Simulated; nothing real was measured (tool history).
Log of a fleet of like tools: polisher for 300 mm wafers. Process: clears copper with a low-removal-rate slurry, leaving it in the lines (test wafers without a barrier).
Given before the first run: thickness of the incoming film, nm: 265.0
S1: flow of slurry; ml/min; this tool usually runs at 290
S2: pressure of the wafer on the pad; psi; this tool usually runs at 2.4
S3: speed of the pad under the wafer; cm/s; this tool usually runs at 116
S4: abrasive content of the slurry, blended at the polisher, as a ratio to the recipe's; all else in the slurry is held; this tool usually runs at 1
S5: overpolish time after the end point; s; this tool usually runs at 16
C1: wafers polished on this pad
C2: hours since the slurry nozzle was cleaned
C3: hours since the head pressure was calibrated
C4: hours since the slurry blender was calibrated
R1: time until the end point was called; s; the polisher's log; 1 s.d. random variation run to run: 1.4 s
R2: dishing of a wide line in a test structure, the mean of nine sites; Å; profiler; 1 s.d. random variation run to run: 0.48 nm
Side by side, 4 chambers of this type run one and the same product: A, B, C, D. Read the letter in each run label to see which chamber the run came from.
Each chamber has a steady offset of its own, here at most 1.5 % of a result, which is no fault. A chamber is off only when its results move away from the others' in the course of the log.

| run | hour | S1 | S2 | S3 | S4 | S5 | C1 | C2 | C3 | C4 | R1 | R2 |
|---|---|---|---|---|---|---|---|---|---|---|---|---|
| 1C | 2.1 | 290 | 2.4 | 116 | 1 | 16 | 701 | 53.7 | 1044.6 | 94.1 | 90.916 | 275.25 |
| 2A | 6.8 | 290 | 2.4 | 116 | 1 | 16 | 105 | 108.9 | 249.7 | 178.1 | 91.102 | 283.22 |
| 3D | 10.2 | 290 | 2.4 | 116 | 1 | 16 | 919 | 298.2 | 208.2 | 81.3 | 91.314 | 265.80 |
| 4B | 13.9 | 290 | 2.4 | 116 | 1 | 16 | 283 | 56.8 | 730.9 | 239.7 | 93.067 | 277.40 |
|  | 15.7 | chamber B: slurry blender recalibrated |
| 5B | 17.8 | 290 | 2.4 | 116 | 1 | 16 | 307 | 60.7 | 734.8 | 2.2 | 91.826 | 283.52 |
|  | 18.6 | chamber D: worn pad replaced by a new one |
| 6C | 22.0 | 290 | 2.4 | 116 | 1 | 16 | 822 | 73.6 | 1064.5 | 114.0 | 94.463 | 265.59 |
| 7A | 24.3 | 290 | 2.4 | 146 | 1 | 16 | 211 | 126.4 | 267.2 | 195.6 | 73.254 | 313.52 |
| 8D | 26.7 | 290 | 2.4 | 146 | 1 | 16 | 49 | 314.7 | 224.7 | 97.8 | 72.624 | 317.92 |
| 9C | 30.0 | 290 | 2.4 | 146 | 1 | 16 | 870 | 81.6 | 1072.5 | 122.0 | 73.551 | 326.57 |
| 10B | 34.5 | 290 | 2.4 | 146 | 1 | 16 | 408 | 77.4 | 751.5 | 18.9 | 71.823 | 328.23 |
| 11D | 39.1 | 290 | 2.4 | 116 | 1 | 16 | 124 | 327.1 | 237.1 | 110.2 | 91.123 | 273.90 |
| 12A | 41.3 | 290 | 2.4 | 116 | 1 | 16 | 315 | 143.4 | 284.2 | 212.6 | 90.768 | 273.07 |
| 13A | 45.1 | 290 | 2.4 | 116 | 1 | 16 | 338 | 147.2 | 288.0 | 216.4 | 91.252 | 267.68 |
| 14B | 48.3 | 290 | 2.4 | 116 | 1 | 16 | 492 | 91.2 | 765.3 | 32.7 | 91.068 | 278.89 |
| 15D | 51.5 | 375 | 2.4 | 116 | 1 | 16 | 200 | 339.5 | 249.5 | 122.6 | 91.332 | 280.08 |
| 16C | 54.2 | 375 | 2.4 | 116 | 1 | 16 | 1017 | 105.8 | 1096.7 | 146.2 | 90.533 | 290.56 |
| 17D | 58.7 | 375 | 2.4 | 116 | 1 | 16 | 243 | 346.7 | 256.7 | 129.8 | 90.638 | 279.37 |
| 18A | 61.6 | 375 | 2.4 | 116 | 1 | 16 | 438 | 163.7 | 304.5 | 232.9 | 89.806 | 281.55 |
|  | 63.1 | chamber C: worn pad replaced by a new one |
| 19C | 65.6 | 290 | 2.4 | 116 | 1 | 16 | 15 | 117.2 | 1108.1 | 157.6 | 91.022 | 274.83 |
| 20B | 68.9 | 290 | 2.4 | 116 | 1 | 16 | 617 | 111.8 | 785.9 | 53.3 | 90.292 | 276.26 |
|  | 70.5 | chamber B: head pressure recalibrated |
| 21C | 72.8 | 290 | 2.4 | 116 | 1 | 16 | 59 | 124.4 | 1115.3 | 164.8 | 93.821 | 276.29 |
| 22B | 76.0 | 290 | 2.4 | 116 | 1 | 16 | 660 | 118.9 | 5.5 | 60.4 | 91.463 | 278.65 |
| 23A | 79.2 | 290 | 2.4 | 116 | 1 | 16 | 545 | 181.3 | 322.1 | 250.5 | 91.295 | 275.11 |
| 24D | 83.6 | 290 | 2.4 | 116 | 1 | 16 | 395 | 371.6 | 281.6 | 154.7 | 93.035 | 266.82 |
|  | 87.0 | chamber C: slurry blender recalibrated |
| 25B | 88.3 | 290 | 2.4 | 116 | 1 | 16 | 735 | 131.2 | 17.8 | 72.7 | 90.376 | 281.53 |
| 26A | 92.6 | 290 | 2.4 | 116 | 1 | 16 | 626 | 194.7 | 335.5 | 263.9 | 92.828 | 284.24 |
| 27C | 95.6 | 290 | 2.4 | 116 | 1 | 16 | 197 | 147.2 | 1138.1 | 8.7 | 91.055 | 265.42 |
| 28D | 100.2 | 290 | 2.4 | 116 | 1 | 16 | 495 | 388.2 | 298.2 | 171.3 | 90.660 | 280.42 |
| 29B | 104.9 | 290 | 2.4 | 116 | 1 | 16 | 836 | 147.8 | 34.4 | 89.3 | 93.795 | 275.65 |
| 30D | 109.4 | 290 | 2.4 | 116 | 1 | 16 | 551 | 397.4 | 307.4 | 180.5 | 92.727 | 276.10 |
| 31A | 111.7 | 290 | 2.4 | 116 | 1 | 16 | 742 | 213.8 | 354.6 | 283.0 | 92.401 | 279.17 |
| 32C | 113.9 | 290 | 2.4 | 116 | 1 | 16 | 309 | 165.5 | 1156.4 | 27.0 | 93.749 | 272.76 |
| 33D | 118.5 | 290 | 2.4 | 116 | 1 | 16 | 607 | 406.5 | 316.5 | 189.6 | 93.530 | 268.71 |
| 34B | 123.2 | 290 | 2.4 | 116 | 1 | 16 | 947 | 166.1 | 52.7 | 107.6 | 91.485 | 281.09 |
| 35C | 125.8 | 290 | 2.4 | 116 | 1 | 16 | 381 | 177.4 | 1168.3 | 38.9 | 89.874 | 273.29 |
| 36A | 128.9 | 290 | 2.4 | 116 | 1 | 16 | 847 | 231.0 | 371.8 | 300.2 | 94.077 | 278.94 |
| 37A | 132.3 | 290 | 2.7 | 116 | 1 | 21 | 867 | 234.4 | 375.2 | 303.6 | 82.756 | 364.26 |

All 4 chambers run these settings next. Forecast each chamber's results:
| 38A | 135.8 | 290 | 2.4 | 116 | 1 | 16 |  |  |  |  | ? | ? |
| 38B | 135.8 | 290 | 2.4 | 116 | 1 | 16 |  |  |  |  | ? | ? |
| 38C | 135.8 | 290 | 2.4 | 116 | 1 | 16 |  |  |  |  | ? | ? |
| 38D | 135.8 | 290 | 2.4 | 116 | 1 | 16 |  |  |  |  | ? | ? |

| run | R1 | R2 |
|---|---|---|
| 38A | 92.178 | 278.66 |
| 38B | 90.364 | 275.63 |
| 38C | 94.434 | 270.53 |
| 38D | 91.889 | 274.15 |

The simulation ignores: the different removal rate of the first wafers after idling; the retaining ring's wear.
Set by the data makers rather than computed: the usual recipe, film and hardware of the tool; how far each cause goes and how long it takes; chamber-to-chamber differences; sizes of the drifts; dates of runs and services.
